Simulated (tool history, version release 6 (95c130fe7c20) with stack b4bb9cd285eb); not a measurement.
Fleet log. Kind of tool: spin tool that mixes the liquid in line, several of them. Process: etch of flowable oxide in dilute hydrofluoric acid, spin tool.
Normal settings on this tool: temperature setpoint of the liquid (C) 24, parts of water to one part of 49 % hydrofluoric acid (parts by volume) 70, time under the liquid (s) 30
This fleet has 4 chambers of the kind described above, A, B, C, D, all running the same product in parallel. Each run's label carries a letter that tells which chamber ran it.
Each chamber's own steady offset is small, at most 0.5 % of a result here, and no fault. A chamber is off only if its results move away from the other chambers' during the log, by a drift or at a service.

run,hour,temperature setpoint of the liquid (C),parts of water to one part of 49 % hydrofluoric acid (parts by volume),time under the liquid (s),"read-back film thickness of the flowable oxide reference wafer, read on the same gauge (nm)",thickness taken off the flowable oxide on a monitor wafer (nm)
1C,5.4,24,70,30,99.998,15.717
2A,10.8,24,70,30,99.996,15.696
3B,14.5,24,70,30,99.993,15.716
4D,20.6,24,70,30,100.01,15.718
5C,25.2,24,70,30,99.98,15.646
6A,29.5,24,70,30,100.02,15.575
7D,34.8,24,70,30,99.982,15.901
8B,39.1,24,70,30,100,15.56
9A,43.6,24,50,20,100.02,15.132
10D,48.8,24,50,20,99.983,15.034
11C,54.8,24,50,20,100,15.049
12B,60,24,50,20,100,14.89
13C,66.1,24,70,30,100,15.796
14B,69.4,24,70,30,99.973,15.871
15D,73.8,24,70,30,99.992,15.892
16A,78.6,24,70,30,99.997,15.643
17D,83.2,19.5,95,30,100,9.2157
18C,88.6,19.5,95,30,100.02,9.3447
19A,92.7,19.5,95,30,99.975,9.2626
20B,95.6,19.5,95,30,100.03,9.724
21D,100.4,24,70,30,100.01,15.76
22B,105,24,70,30,100.03,16.346
23C,109.6,24,70,30,100.01,15.751
24A,114.9,24,70,30,100.02,15.646
25C,118.4,24,70,30,100.01,15.445
26B,124.3,24,70,30,99.992,16.77
27A,128.7,24,70,30,100.01,15.702
28D,131.5,24,70,30,100.02,15.8
29B,137.4,24,70,30,100,17.067
30A,142.3,24,70,30,100,15.81
31C,146.6,19.5,70,25,100.01,10.801
# hour 147.3: chamber C: thermometer replaced
32D,152.4,19.5,70,25,100.03,10.879
33C,156.9,19.5,70,25,99.964,11.059
34A,160,19.5,70,25,100,10.919

All 4 chambers run these settings next. Forecast each chamber's results:
35A,164.4,24,40,30,,?
35B,164.4,24,40,30,,?
35C,164.4,24,40,30,,?
35D,164.4,24,40,30,,?

run,thickness taken off the flowable oxide on a monitor wafer (nm)
35A,28.831
35B,31.012
35C,28.533
35D,28.831
